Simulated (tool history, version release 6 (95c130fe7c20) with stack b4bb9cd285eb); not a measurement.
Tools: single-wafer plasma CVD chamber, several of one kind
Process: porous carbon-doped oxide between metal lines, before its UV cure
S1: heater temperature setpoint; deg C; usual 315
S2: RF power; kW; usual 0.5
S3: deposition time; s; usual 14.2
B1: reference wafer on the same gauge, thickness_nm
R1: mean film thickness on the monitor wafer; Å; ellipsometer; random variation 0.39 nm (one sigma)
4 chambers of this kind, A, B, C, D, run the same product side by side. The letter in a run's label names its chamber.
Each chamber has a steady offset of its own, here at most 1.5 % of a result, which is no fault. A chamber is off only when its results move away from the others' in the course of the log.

run   hour   S1     S2    S3      B1      R1
 1A   11.1  315    0.5  14.2  77.766   718.9
 2D   24.9  315    0.5  14.2  77.707  718.77
 3B   35.7  315    0.5  14.2  77.631  729.55
 4C   48.8  315    0.5  14.2  77.487  729.97
 5B   55.5  315    0.5  14.2  77.627  723.08
 6A   61.8  315    0.5  14.2  77.717  715.32
 7D   75.8  315    0.5  14.2  77.513  729.99
 8C   83.9  315    0.5  14.2  77.483  726.83
 9B   96.1  310    0.5  12.9  77.648  674.06
10C  108.6  310    0.5  12.9   77.64  674.41
11A  115.8  310    0.5  12.9  77.566  675.11
12D  123.1  310    0.5  12.9  77.603  682.17
13A  130.6  315    0.5  14.2  77.635  715.57
14C  137.9  315    0.5  14.2  77.595  723.47
15D  148.7  315    0.5  14.2  77.509  722.95
16B  162.8  315    0.5  14.2  77.658  719.01
17B  172.5  315    0.5  14.2  77.506  719.38
18A  182.6  315    0.5  14.2  77.534  717.78
     188.3  -- chamber B: RF generator calibrated
19C  190.4  315    0.5  14.2  77.746  726.63
20D  203.7  315    0.5  14.2  77.591  726.55
21B  211.5  315    0.5  14.2   77.65  726.07
22D  225.6  315    0.5  14.2  77.573  723.52
23A  233.4  315    0.5  14.2  77.542  716.23
24C  245.2  315    0.5    15   77.63  762.62
25C  253.4  315    0.5    15  77.566  762.15
26D  263.5  315    0.5    15  77.582  768.87
     268.6  -- chamber B: thermocouple changed; heater temperature recalibrated
27A  272.9  315    0.5    15  77.603  757.99
28B  283.8  315    0.5  16.7  77.568  853.92
29C  293.6  315    0.5  16.7  77.763   845.9
30A  304.2  315    0.5  16.7  77.775  840.25
31D  312.7  315    0.5  16.7   77.62  850.25
32B  320.9  315    0.5  14.2  77.533  722.69
33D  331.1  315    0.5  14.2  77.525  724.05
34C  343.9  315    0.5  14.2  77.632  719.66
35A  353.5  315    0.5  14.2  77.612  716.69
36B  365.4  325  0.595  14.2  77.564  775.55
37B    378  325  0.595  14.2  77.627  767.74
38C  385.3  325  0.595  14.2  77.666  774.65
     392.7  -- chamber C: RF generator calibrated
39A  394.9  325  0.595  14.2  77.601  769.26
40D  403.5  315    0.5  14.2  77.536  724.78
41A  411.9  315    0.5  14.2  77.659  723.28
42C  419.5  315    0.5  14.2  77.602  730.39

Next, every chamber runs the same settings. What will each give?
43A  429.7  315  0.5  14.2       ?
43B  429.7  315  0.5  14.2       ?
43C  429.7  315  0.5  14.2       ?
43D  429.7  315  0.5  14.2       ?

run      R1
43A  715.83
43B  733.03
43C  730.81
43D  732.51
